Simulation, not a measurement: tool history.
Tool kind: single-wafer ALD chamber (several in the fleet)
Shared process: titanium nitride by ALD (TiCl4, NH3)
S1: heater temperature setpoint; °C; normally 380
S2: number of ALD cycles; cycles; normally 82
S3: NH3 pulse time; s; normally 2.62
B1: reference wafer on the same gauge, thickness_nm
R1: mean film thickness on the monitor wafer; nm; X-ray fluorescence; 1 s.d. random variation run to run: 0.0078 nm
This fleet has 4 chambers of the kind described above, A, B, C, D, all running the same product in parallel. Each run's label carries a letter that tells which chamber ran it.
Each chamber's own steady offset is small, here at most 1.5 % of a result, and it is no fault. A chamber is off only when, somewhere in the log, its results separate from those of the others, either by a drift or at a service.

{"run": "1C", "hour": 12.5, "S1": 380, "S2": 82, "S3": 2.62, "B1": 1.8611, "R1": 1.7881}
{"run": "2B", "hour": 22.5, "S1": 380, "S2": 82, "S3": 2.62, "B1": 1.8585, "R1": 1.7711}
{"run": "3A", "hour": 32.7, "S1": 380, "S2": 82, "S3": 2.62, "B1": 1.8602, "R1": 1.8014}
{"run": "4D", "hour": 48.8, "S1": 380, "S2": 82, "S3": 2.62, "B1": 1.8596, "R1": 1.7926}
{"run": "5A", "hour": 63.9, "S1": 380, "S2": 82, "S3": 2.62, "B1": 1.8609, "R1": 1.8016}
{"run": "6B", "hour": 74.2, "S1": 380, "S2": 82, "S3": 2.62, "B1": 1.8614, "R1": 1.8018}
{"run": "7C", "hour": 87.5, "S1": 380, "S2": 82, "S3": 2.62, "B1": 1.8598, "R1": 1.7888}
{"run": "8D", "hour": 100.4, "S1": 380, "S2": 82, "S3": 2.62, "B1": 1.8596, "R1": 1.7973}
{"run": "9C", "hour": 109.1, "S1": 372, "S2": 82, "S3": 2.62, "B1": 1.8593, "R1": 1.7762}
{"run": "10A", "hour": 125.4, "S1": 372, "S2": 82, "S3": 2.62, "B1": 1.8605, "R1": 1.8025}
{"run": "11B", "hour": 135.5, "S1": 372, "S2": 82, "S3": 2.62, "B1": 1.8597, "R1": 1.7735}
{"run": "12D", "hour": 148.8, "S1": 372, "S2": 82, "S3": 2.62, "B1": 1.8615, "R1": 1.7472}
{"run": "13A", "hour": 160.5, "S1": 380, "S2": 82, "S3": 2.62, "B1": 1.8588, "R1": 1.8238}
{"run": "14B", "hour": 173.9, "S1": 380, "S2": 82, "S3": 2.62, "B1": 1.8606, "R1": 1.7656}
{"run": "15C", "hour": 186.0, "S1": 380, "S2": 82, "S3": 2.62, "B1": 1.8589, "R1": 1.7913}
{"run": "16D", "hour": 201.8, "S1": 380, "S2": 82, "S3": 2.62, "B1": 1.8594, "R1": 1.7818}
{"run": "17A", "hour": 215.5, "S1": 380, "S2": 82, "S3": 2.62, "B1": 1.8607, "R1": 1.8027}
{"run": "18C", "hour": 229.1, "S1": 380, "S2": 82, "S3": 2.62, "B1": 1.8614, "R1": 1.79}
{"run": "19B", "hour": 237.9, "S1": 380, "S2": 82, "S3": 2.62, "B1": 1.861, "R1": 1.7784}
{"run": "20D", "hour": 245.0, "S1": 380, "S2": 82, "S3": 2.62, "B1": 1.8608, "R1": 1.7963}
{"run": "21D", "hour": 256.9, "S1": 380, "S2": 82, "S3": 2.62, "B1": 1.8601, "R1": 1.7855}
{"run": "22B", "hour": 268.7, "S1": 380, "S2": 82, "S3": 2.62, "B1": 1.8587, "R1": 1.7824}
{"run": "23C", "hour": 283.7, "S1": 380, "S2": 82, "S3": 2.62, "B1": 1.8598, "R1": 1.8021}
{"run": "24A", "hour": 293.0, "S1": 380, "S2": 82, "S3": 2.62, "B1": 1.8599, "R1": 1.8225}
{"run": "25C", "hour": 307.0, "S1": 380, "S2": 82, "S3": 2.62, "B1": 1.8612, "R1": 1.7819}
{"run": "26B", "hour": 320.9, "S1": 380, "S2": 82, "S3": 2.62, "B1": 1.8576, "R1": 1.7792}
{"run": "27D", "hour": 337.0, "S1": 380, "S2": 82, "S3": 2.62, "B1": 1.8592, "R1": 1.7709}
{"run": "28A", "hour": 352.4, "S1": 380, "S2": 82, "S3": 2.62, "B1": 1.8585, "R1": 1.806}
{"run": "29D", "hour": 363.5, "S1": 380, "S2": 82, "S3": 2.62, "B1": 1.8609, "R1": 1.7843}
{"run": "30A", "hour": 370.7, "S1": 380, "S2": 82, "S3": 2.03, "B1": 1.8608, "R1": 1.773}
{"run": "31C", "hour": 380.0, "S1": 380, "S2": 82, "S3": 2.03, "B1": 1.8604, "R1": 1.7632}
{"run": "32B", "hour": 391.0, "S1": 380, "S2": 82, "S3": 2.03, "B1": 1.8593, "R1": 1.7612}
{"run": "33D", "hour": 403.6, "S1": 380, "S2": 82, "S3": 2.03, "B1": 1.8594, "R1": 1.7545}
{"hour": 410.0, "done": "chamber C: thermocouple changed; heater temperature recalibrated"}
{"run": "34C", "hour": 417.2, "S1": 380, "S2": 82, "S3": 2.62, "B1": 1.8576, "R1": 1.7888}
{"run": "35B", "hour": 432.0, "S1": 380, "S2": 82, "S3": 2.62, "B1": 1.8615, "R1": 1.7795}
{"run": "36A", "hour": 447.5, "S1": 380, "S2": 82, "S3": 2.62, "B1": 1.8605, "R1": 1.8038}
{"run": "37B", "hour": 463.1, "S1": 380, "S2": 82, "S3": 2.62, "B1": 1.8607, "R1": 1.7757}
{"run": "38C", "hour": 471.6, "S1": 380, "S2": 82, "S3": 2.62, "B1": 1.8612, "R1": 1.7929}
{"run": "39A", "hour": 479.7, "S1": 380, "S2": 82, "S3": 2.62, "B1": 1.8601, "R1": 1.8123}
{"run": "40D", "hour": 491.3, "S1": 380, "S2": 82, "S3": 2.62, "B1": 1.861, "R1": 1.7854}
{"run": "41D", "hour": 500.9, "S1": 380, "S2": 82, "S3": 2.62, "B1": 1.8593, "R1": 1.7809}

Read the log: is a single chamber off, either drifting away or since a service, is the gauge that measures every chamber drifting, or is nothing wrong beyond small per-chamber offsets? Name any odd chamber and what most likely caused it.

Nothing is wrong: each chamber keeps only its own small, steady offset and the gauge holds still.
